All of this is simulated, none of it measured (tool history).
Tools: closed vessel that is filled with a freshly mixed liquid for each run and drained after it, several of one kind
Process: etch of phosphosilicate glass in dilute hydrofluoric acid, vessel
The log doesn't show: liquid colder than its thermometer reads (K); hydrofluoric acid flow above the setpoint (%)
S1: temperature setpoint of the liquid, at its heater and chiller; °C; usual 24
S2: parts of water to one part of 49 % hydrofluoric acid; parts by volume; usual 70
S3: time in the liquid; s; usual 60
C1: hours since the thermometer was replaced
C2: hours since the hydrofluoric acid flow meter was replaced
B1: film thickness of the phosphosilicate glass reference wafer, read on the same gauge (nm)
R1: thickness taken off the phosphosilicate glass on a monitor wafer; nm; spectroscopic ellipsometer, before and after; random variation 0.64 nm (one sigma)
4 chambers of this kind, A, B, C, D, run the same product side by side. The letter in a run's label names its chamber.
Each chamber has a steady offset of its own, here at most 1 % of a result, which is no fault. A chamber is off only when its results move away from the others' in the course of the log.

run,hour,S1,S2,S3,C1,C2,B1,R1
1B,7.9,24,70,60,614.7,1116.6,129.96,70.01
2C,15.6,24,70,60,945.6,317.1,129.98,69.923
3D,28.2,24,70,60,480.4,1577.7,129.98,71.383
4A,34.9,24,70,60,1363.5,2605.4,130.02,72.1
5A,41,24,70,60,1369.6,2611.5,129.99,71.721
6D,54.3,24,70,60,506.5,1603.8,130.02,70.6
7B,67.4,24,70,60,674.2,1176.1,130.01,70.209
8C,73.8,24,70,60,1003.8,375.3,130,71.103
9D,86.1,24,70,60,538.3,1635.6,129.97,71.164
10B,96.7,24,70,60,703.5,1205.4,129.99,72.017
11C,110.4,24,70,60,1040.4,411.9,130.02,70.717
12A,117.7,24,70,60,1446.3,2688.2,130.04,71.71
13A,125.5,24,70,60,1454.1,2696,130.04,71.49
14C,138.3,24,70,60,1068.3,439.8,129.97,70.526
# hour 141.4: chamber A: hydrofluoric acid flow meter replaced
15B,145.1,24,70,60,751.9,1253.8,130.02,69.899
16D,155.2,24,70,60,607.4,1704.7,130.05,70.617
17B,162.3,22,70,35,769.1,1271,130,36.982
18C,176.4,22,70,35,1106.4,477.9,129.99,37.793
19A,186.2,22,70,35,1514.8,44.9,130.05,38.213
20D,199.4,22,70,35,651.6,1748.9,130.02,38.147
21D,208.3,24,70,60,660.5,1757.8,129.97,71.825
22A,217.8,24,70,60,1546.4,76.5,130.03,71.028
23C,226.6,24,70,60,1156.6,528.1,130,69.997
24B,235.5,24,70,60,842.3,1344.2,130.01,67.019
25B,246.7,24,70,60,853.5,1355.4,130.02,65.995
# hour 248.2: chamber D: hydrofluoric acid flow meter replaced
# hour 250.5: chamber B: hydrofluoric acid flow meter replaced
26A,257.8,19.5,70,60,1586.4,116.5,130.01,58.996
27D,271,19.5,70,60,723.2,22.8,129.99,58.487
28C,278,19.5,70,60,1208,579.5,130.05,59.188
29D,286.5,19.5,70,60,738.7,38.3,129.99,58.659
30C,293.1,24,70,60,1223.1,594.6,129.99,70.384
31A,302.1,24,70,60,1630.7,160.8,130.01,69.194
32B,310.5,24,70,60,917.3,60,129.98,65.056
33D,321.8,24,70,60,774,73.6,129.99,70.174
34B,333.5,24,70,60,940.3,83,130,65.028
35A,342.4,24,70,60,1671,201.1,129.99,70.887

All 4 chambers run these settings next. Forecast each chamber's results:
36A,352.5,24,55,60,,,,?
36B,352.5,24,55,60,,,,?
36C,352.5,24,55,60,,,,?
36D,352.5,24,55,60,,,,?

run,R1
36A,91.378
36B,83.477
36C,92.389
36D,92.103
